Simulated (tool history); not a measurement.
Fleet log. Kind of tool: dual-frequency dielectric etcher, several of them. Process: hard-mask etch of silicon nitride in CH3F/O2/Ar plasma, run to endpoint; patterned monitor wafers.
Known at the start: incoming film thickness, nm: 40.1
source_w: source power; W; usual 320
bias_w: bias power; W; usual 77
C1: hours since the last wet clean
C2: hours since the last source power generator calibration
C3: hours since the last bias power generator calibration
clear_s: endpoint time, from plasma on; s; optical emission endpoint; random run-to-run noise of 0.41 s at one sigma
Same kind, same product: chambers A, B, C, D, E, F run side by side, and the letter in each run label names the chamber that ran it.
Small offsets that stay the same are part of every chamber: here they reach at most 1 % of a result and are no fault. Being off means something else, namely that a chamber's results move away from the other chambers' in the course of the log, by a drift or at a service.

{"run": "1B", "day": 0.512, "source_w": 320, "bias_w": 77, "C1": 322.4, "C2": 2838.7, "C3": 1711.6, "clear_s": 62.447}
{"run": "2E", "day": 0.958, "source_w": 320, "bias_w": 77, "C1": 362.6, "C2": 1653, "C3": 1728.1, "clear_s": 62.348}
{"run": "3A", "day": 1.533, "source_w": 320, "bias_w": 77, "C1": 177.8, "C2": 2080.8, "C3": 1316.3, "clear_s": 62.452}
{"run": "4F", "day": 1.908, "source_w": 320, "bias_w": 77, "C1": 147.5, "C2": 2265.3, "C3": 3583.7, "clear_s": 62.601}
{"run": "5D", "day": 2.167, "source_w": 370, "bias_w": 66, "C1": 399.7, "C2": 1091.3, "C3": 207.1, "clear_s": 60.969}
{"run": "6C", "day": 2.604, "source_w": 370, "bias_w": 66, "C1": 484.5, "C2": 1285.9, "C3": 2540.4, "clear_s": 61.95}
{"run": "7F", "day": 3.092, "source_w": 370, "bias_w": 66, "C1": 175.9, "C2": 2293.7, "C3": 3612.1, "clear_s": 62.607}
{"run": "8C", "day": 3.421, "source_w": 370, "bias_w": 66, "C1": 504.1, "C2": 1305.5, "C3": 2560, "clear_s": 61.133}
{"run": "9B", "day": 3.833, "source_w": 370, "bias_w": 66, "C1": 402.1, "C2": 2918.4, "C3": 1791.3, "clear_s": 61.387}
{"run": "10E", "day": 4.379, "source_w": 370, "bias_w": 66, "C1": 444.7, "C2": 1735.1, "C3": 1810.2, "clear_s": 62.29}
{"run": "11D", "day": 4.804, "source_w": 320, "bias_w": 77, "C1": 463, "C2": 1154.6, "C3": 270.4, "clear_s": 61.697}
{"day": 4.933, "done": "chamber B: wet clean of the chamber"}
{"run": "12A", "day": 5.104, "source_w": 320, "bias_w": 77, "C1": 263.5, "C2": 2166.5, "C3": 1402, "clear_s": 61.694}
{"run": "13C", "day": 5.492, "source_w": 320, "bias_w": 65, "C1": 553.8, "C2": 1355.2, "C3": 2609.7, "clear_s": 65.292}
{"run": "14B", "day": 5.904, "source_w": 320, "bias_w": 65, "C1": 23.4, "C2": 2968.1, "C3": 1841, "clear_s": 66}
{"run": "15D", "day": 6.346, "source_w": 320, "bias_w": 65, "C1": 500, "C2": 1191.6, "C3": 307.4, "clear_s": 66.109}
{"day": 6.629, "done": "chamber C: wet clean of the chamber"}
{"run": "16A", "day": 6.675, "source_w": 320, "bias_w": 65, "C1": 301.2, "C2": 2204.2, "C3": 1439.7, "clear_s": 65.335}
{"day": 7.025, "done": "chamber F: source power generator calibrated"}
{"day": 7.146, "done": "chamber D: wet clean of the chamber"}
{"run": "17E", "day": 7.192, "source_w": 320, "bias_w": 65, "C1": 512.2, "C2": 1802.6, "C3": 1877.7, "clear_s": 65.203}
{"run": "18F", "day": 7.617, "source_w": 320, "bias_w": 65, "C1": 284.5, "C2": 14.2, "C3": 3720.7, "clear_s": 66.495}
{"run": "19F", "day": 8.15, "source_w": 320, "bias_w": 77, "C1": 297.3, "C2": 27, "C3": 3733.5, "clear_s": 61.748}
{"run": "20A", "day": 8.679, "source_w": 320, "bias_w": 77, "C1": 349.3, "C2": 2252.3, "C3": 1487.8, "clear_s": 61.474}
{"run": "21D", "day": 9.096, "source_w": 320, "bias_w": 77, "C1": 46.9, "C2": 1257.6, "C3": 373.4, "clear_s": 62.008}
{"run": "22E", "day": 9.429, "source_w": 320, "bias_w": 77, "C1": 565.9, "C2": 1856.3, "C3": 1931.4, "clear_s": 62.226}
{"run": "23C", "day": 9.767, "source_w": 260, "bias_w": 89, "C1": 75.3, "C2": 1457.8, "C3": 2712.3, "clear_s": 63.32}
{"run": "24B", "day": 10.308, "source_w": 260, "bias_w": 89, "C1": 129.1, "C2": 3073.8, "C3": 1946.7, "clear_s": 63.399}
{"run": "25A", "day": 10.829, "source_w": 260, "bias_w": 89, "C1": 400.9, "C2": 2303.9, "C3": 1539.4, "clear_s": 63.006}
{"run": "26F", "day": 11.129, "source_w": 260, "bias_w": 89, "C1": 368.8, "C2": 98.5, "C3": 3805, "clear_s": 63.488}
{"run": "27B", "day": 11.6, "source_w": 260, "bias_w": 89, "C1": 160.1, "C2": 3104.8, "C3": 1977.7, "clear_s": 63.287}
{"run": "28C", "day": 11.933, "source_w": 260, "bias_w": 89, "C1": 127.3, "C2": 1509.8, "C3": 2764.3, "clear_s": 63.287}
{"run": "29E", "day": 12.5, "source_w": 320, "bias_w": 77, "C1": 639.6, "C2": 1930, "C3": 2005.1, "clear_s": 61.594}
{"run": "30D", "day": 12.962, "source_w": 320, "bias_w": 77, "C1": 139.7, "C2": 1350.4, "C3": 466.2, "clear_s": 62.189}
{"run": "31B", "day": 13.362, "source_w": 320, "bias_w": 77, "C1": 202.4, "C2": 3147.1, "C3": 2020, "clear_s": 61.678}
{"day": 13.421, "done": "chamber E: wet clean of the chamber"}
{"day": 13.454, "done": "chamber F: wet clean of the chamber"}
{"run": "32A", "day": 13.879, "source_w": 360, "bias_w": 77, "C1": 474.1, "C2": 2377.1, "C3": 1612.6, "clear_s": 58.767}
{"run": "33F", "day": 14.162, "source_w": 360, "bias_w": 77, "C1": 17.1, "C2": 171.3, "C3": 3877.8, "clear_s": 59.294}
{"day": 14.446, "done": "chamber A: wet clean of the chamber"}
{"run": "34C", "day": 14.475, "source_w": 360, "bias_w": 77, "C1": 188.3, "C2": 1570.8, "C3": 2825.3, "clear_s": 58.863}
{"run": "35D", "day": 14.996, "source_w": 360, "bias_w": 77, "C1": 188.5, "C2": 1399.2, "C3": 515, "clear_s": 59.297}
{"run": "36E", "day": 15.538, "source_w": 360, "bias_w": 77, "C1": 50.8, "C2": 2002.9, "C3": 2078, "clear_s": 58.613}
{"day": 15.808, "done": "chamber A: source power generator calibrated"}
{"run": "37B", "day": 15.904, "source_w": 360, "bias_w": 77, "C1": 263.4, "C2": 3208.1, "C3": 2081, "clear_s": 58.377}
{"run": "38A", "day": 16.475, "source_w": 250, "bias_w": 61, "C1": 48.8, "C2": 16.1, "C3": 1674.9, "clear_s": 73.17}
{"run": "39E", "day": 17.038, "source_w": 250, "bias_w": 61, "C1": 86.8, "C2": 2038.9, "C3": 2114, "clear_s": 72.7}
{"run": "40D", "day": 17.358, "source_w": 250, "bias_w": 61, "C1": 245.2, "C2": 1455.9, "C3": 571.7, "clear_s": 73.922}
{"run": "41C", "day": 17.954, "source_w": 250, "bias_w": 61, "C1": 271.8, "C2": 1654.3, "C3": 2908.8, "clear_s": 73.624}

For the next run the whole fleet of 6 chambers uses the same settings. Give each chamber's results:
{"run": "42A", "day": 18.383, "source_w": 360, "bias_w": 77, "clear_s": "?"}
{"run": "42B", "day": 18.383, "source_w": 360, "bias_w": 77, "clear_s": "?"}
{"run": "42C", "day": 18.383, "source_w": 360, "bias_w": 77, "clear_s": "?"}
{"run": "42D", "day": 18.383, "source_w": 360, "bias_w": 77, "clear_s": "?"}
{"run": "42E", "day": 18.383, "source_w": 360, "bias_w": 77, "clear_s": "?"}
{"run": "42F", "day": 18.383, "source_w": 360, "bias_w": 77, "clear_s": "?"}

run=42A clear_s=59.539
run=42B clear_s=58.84
run=42C clear_s=58.99
run=42D clear_s=58.298
run=42E clear_s=59.148
run=42F clear_s=59.83
